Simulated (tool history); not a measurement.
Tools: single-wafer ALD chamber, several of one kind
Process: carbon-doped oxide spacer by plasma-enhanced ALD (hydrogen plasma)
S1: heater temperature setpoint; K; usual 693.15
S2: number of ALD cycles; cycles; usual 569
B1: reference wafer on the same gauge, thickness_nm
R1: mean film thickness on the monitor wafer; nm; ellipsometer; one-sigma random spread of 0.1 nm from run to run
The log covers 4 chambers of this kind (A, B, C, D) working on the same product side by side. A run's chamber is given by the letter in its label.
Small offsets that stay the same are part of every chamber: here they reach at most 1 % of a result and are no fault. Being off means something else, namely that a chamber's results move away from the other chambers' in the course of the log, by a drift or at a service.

run 1B hour=10.2 | S1=693.15 S2=569 | B1=25.899 | R1=26.442
run 2A hour=21.3 | S1=693.15 S2=569 | B1=25.907 | R1=26.724
run 3C hour=34.4 | S1=693.15 S2=569 | B1=25.894 | R1=27.033
run 4D hour=43.8 | S1=693.15 S2=569 | B1=25.911 | R1=26.832
run 5A hour=53.1 | S1=693.15 S2=569 | B1=25.873 | R1=26.822
run 6D hour=60.1 | S1=693.15 S2=569 | B1=25.905 | R1=26.591
run 7C hour=69.1 | S1=693.15 S2=569 | B1=25.894 | R1=26.989
run 8B hour=79.1 | S1=693.15 S2=569 | B1=25.883 | R1=26.536
run 9D hour=93.5 | S1=693.15 S2=569 | B1=25.886 | R1=26.552
run 10C hour=107.0 | S1=693.15 S2=569 | B1=25.885 | R1=27.022
run 11A hour=121.3 | S1=693.15 S2=569 | B1=25.914 | R1=26.636
run 12B hour=129.9 | S1=693.15 S2=569 | B1=25.912 | R1=26.793
run 13D hour=144.5 | S1=693.15 S2=569 | B1=25.872 | R1=26.504
run 14C hour=155.0 | S1=693.15 S2=569 | B1=25.895 | R1=27.138
run 15B hour=168.2 | S1=693.15 S2=569 | B1=25.900 | R1=26.493
run 16A hour=178.4 | S1=693.15 S2=569 | B1=25.929 | R1=26.642
run 17D hour=186.3 | S1=693.15 S2=569 | B1=25.908 | R1=26.573
run 18B hour=196.5 | S1=693.15 S2=569 | B1=25.917 | R1=26.548
run 19A hour=207.6 | S1=693.15 S2=569 | B1=25.898 | R1=26.799
run 20C hour=216.2 | S1=693.15 S2=569 | B1=25.885 | R1=26.836
run 21D hour=230.3 | S1=693.15 S2=569 | B1=25.920 | R1=26.725
run 22A hour=239.2 | S1=693.15 S2=569 | B1=25.906 | R1=26.675
run 23C hour=251.0 | S1=693.15 S2=569 | B1=25.901 | R1=27.145
run 24B hour=263.1 | S1=701.15 S2=569 | B1=25.895 | R1=25.991
run 25C hour=269.4 | S1=701.15 S2=569 | B1=25.882 | R1=26.449
run 26D hour=284.0 | S1=701.15 S2=569 | B1=25.893 | R1=25.746
run 27A hour=295.2 | S1=701.15 S2=569 | B1=25.879 | R1=26.016
run 28B hour=305.4 | S1=693.15 S2=569 | B1=25.882 | R1=26.581
run 29A hour=315.0 | S1=693.15 S2=569 | B1=25.888 | R1=26.775

The same settings go to every chamber for the next run, one line per chamber below. Forecast the results for each:
run 30A hour=325.6 | S1=693.15 S2=569 | R1=?
run 30B hour=325.6 | S1=693.15 S2=569 | R1=?
run 30C hour=325.6 | S1=693.15 S2=569 | R1=?
run 30D hour=325.6 | S1=693.15 S2=569 | R1=?

run=30A R1=26.775
run=30B R1=26.607
run=30C R1=26.943
run=30D R1=26.471
